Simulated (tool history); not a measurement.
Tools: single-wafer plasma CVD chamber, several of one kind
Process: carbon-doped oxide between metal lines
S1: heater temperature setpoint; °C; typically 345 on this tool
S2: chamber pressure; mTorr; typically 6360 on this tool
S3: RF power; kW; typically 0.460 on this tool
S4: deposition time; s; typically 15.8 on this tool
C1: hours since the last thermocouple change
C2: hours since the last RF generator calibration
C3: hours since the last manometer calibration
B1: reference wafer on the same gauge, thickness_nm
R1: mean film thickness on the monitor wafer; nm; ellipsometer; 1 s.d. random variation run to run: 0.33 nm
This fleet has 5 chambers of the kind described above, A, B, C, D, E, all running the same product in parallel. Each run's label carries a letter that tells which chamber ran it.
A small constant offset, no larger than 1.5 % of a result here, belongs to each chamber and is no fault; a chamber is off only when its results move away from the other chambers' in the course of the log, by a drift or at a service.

-- hour=3.9 chamber C: RF generator calibrated
run 1D hour=10.0 | S1=345 S2=6360 S3=0.460 S4=15.8 | C1=1475.0 C2=667.1 C3=761.7 | B1=69.432 | R1=81.378
run 2E hour=17.2 | S1=345 S2=6360 S3=0.460 S4=15.8 | C1=1210.6 C2=122.5 C3=1417.8 | B1=69.486 | R1=79.862
run 3B hour=26.1 | S1=345 S2=6360 S3=0.460 S4=15.8 | C1=224.8 C2=1047.1 C3=47.9 | B1=69.485 | R1=80.745
run 4A hour=32.4 | S1=345 S2=6360 S3=0.460 S4=15.8 | C1=1062.8 C2=1064.5 C3=1593.2 | B1=69.520 | R1=81.538
run 5C hour=38.0 | S1=345 S2=6360 S3=0.460 S4=15.8 | C1=1989.3 C2=34.1 C3=1792.7 | B1=69.474 | R1=81.292
run 6B hour=44.7 | S1=345 S2=6360 S3=0.460 S4=15.8 | C1=243.4 C2=1065.7 C3=66.5 | B1=69.499 | R1=81.807
run 7E hour=51.2 | S1=345 S2=6360 S3=0.460 S4=15.8 | C1=1244.6 C2=156.5 C3=1451.8 | B1=69.577 | R1=79.932
run 8D hour=56.7 | S1=345 S2=6360 S3=0.460 S4=15.8 | C1=1521.7 C2=713.8 C3=808.4 | B1=69.540 | R1=81.819
run 9A hour=64.4 | S1=345 S2=6360 S3=0.460 S4=15.8 | C1=1094.8 C2=1096.5 C3=1625.2 | B1=69.481 | R1=80.358
run 10C hour=72.4 | S1=345 S2=6360 S3=0.460 S4=15.8 | C1=2023.7 C2=68.5 C3=1827.1 | B1=69.490 | R1=80.657
run 11D hour=82.2 | S1=345 S2=6360 S3=0.460 S4=15.8 | C1=1547.2 C2=739.3 C3=833.9 | B1=69.565 | R1=81.217
run 12B hour=91.7 | S1=345 S2=6360 S3=0.460 S4=15.8 | C1=290.4 C2=1112.7 C3=113.5 | B1=69.448 | R1=81.119
run 13A hour=97.9 | S1=345 S2=6360 S3=0.460 S4=15.8 | C1=1128.3 C2=1130.0 C3=1658.7 | B1=69.566 | R1=80.546
run 14C hour=105.8 | S1=345 S2=6360 S3=0.460 S4=15.8 | C1=2057.1 C2=101.9 C3=1860.5 | B1=69.542 | R1=80.262
run 15E hour=113.2 | S1=345 S2=6360 S3=0.460 S4=15.8 | C1=1306.6 C2=218.5 C3=1513.8 | B1=69.488 | R1=80.293
run 16C hour=120.1 | S1=345 S2=6360 S3=0.460 S4=15.8 | C1=2071.4 C2=116.2 C3=1874.8 | B1=69.582 | R1=81.205
run 17A hour=126.2 | S1=338 S2=5110 S3=0.460 S4=15.8 | C1=1156.6 C2=1158.3 C3=1687.0 | B1=69.496 | R1=79.334
run 18E hour=131.2 | S1=338 S2=5110 S3=0.460 S4=15.8 | C1=1324.6 C2=236.5 C3=1531.8 | B1=69.526 | R1=79.716
run 19D hour=139.5 | S1=338 S2=5110 S3=0.460 S4=15.8 | C1=1604.5 C2=796.6 C3=891.2 | B1=69.543 | R1=81.008
run 20B hour=148.5 | S1=338 S2=5110 S3=0.460 S4=15.8 | C1=347.2 C2=1169.5 C3=170.3 | B1=69.435 | R1=81.438
run 21A hour=155.4 | S1=338 S2=5110 S3=0.460 S4=15.8 | C1=1185.8 C2=1187.5 C3=1716.2 | B1=69.526 | R1=78.642
run 22B hour=163.1 | S1=345 S2=6360 S3=0.460 S4=15.8 | C1=361.8 C2=1184.1 C3=184.9 | B1=69.413 | R1=81.547
run 23D hour=173.0 | S1=345 S2=6360 S3=0.460 S4=15.8 | C1=1638.0 C2=830.1 C3=924.7 | B1=69.501 | R1=82.077
run 24C hour=183.5 | S1=345 S2=6360 S3=0.460 S4=15.8 | C1=2134.8 C2=179.6 C3=1938.2 | B1=69.448 | R1=80.936
run 25E hour=190.4 | S1=345 S2=6360 S3=0.460 S4=15.8 | C1=1383.8 C2=295.7 C3=1591.0 | B1=69.473 | R1=79.929
run 26E hour=198.5 | S1=345 S2=6360 S3=0.460 S4=15.8 | C1=1391.9 C2=303.8 C3=1599.1 | B1=69.402 | R1=80.343
run 27D hour=204.9 | S1=345 S2=6360 S3=0.460 S4=15.8 | C1=1669.9 C2=862.0 C3=956.6 | B1=69.547 | R1=80.913
run 28C hour=214.3 | S1=345 S2=6360 S3=0.540 S4=15.8 | C1=2165.6 C2=210.4 C3=1969.0 | B1=69.546 | R1=89.342
run 29B hour=223.1 | S1=345 S2=6360 S3=0.540 S4=15.8 | C1=421.8 C2=1244.1 C3=244.9 | B1=69.470 | R1=90.342
-- hour=228.1 chamber D: RF generator calibrated
run 30A hour=233.7 | S1=345 S2=6360 S3=0.540 S4=15.8 | C1=1264.1 C2=1265.8 C3=1794.5 | B1=69.516 | R1=87.905
run 31D hour=238.6 | S1=345 S2=6360 S3=0.540 S4=15.8 | C1=1703.6 C2=10.5 C3=990.3 | B1=69.564 | R1=90.546
run 32B hour=244.5 | S1=345 S2=6360 S3=0.540 S4=15.8 | C1=443.2 C2=1265.5 C3=266.3 | B1=69.500 | R1=90.081

Next, every chamber runs the same settings. What will each give?
run 33A hour=252.1 | S1=345 S2=6360 S3=0.460 S4=15.8 | R1=?
run 33B hour=252.1 | S1=345 S2=6360 S3=0.460 S4=15.8 | R1=?
run 33C hour=252.1 | S1=345 S2=6360 S3=0.460 S4=15.8 | R1=?
run 33D hour=252.1 | S1=345 S2=6360 S3=0.460 S4=15.8 | R1=?
run 33E hour=252.1 | S1=345 S2=6360 S3=0.460 S4=15.8 | R1=?

run=33A R1=78.760
run=33B R1=81.378
run=33C R1=81.531
run=33D R1=81.817
run=33E R1=79.960
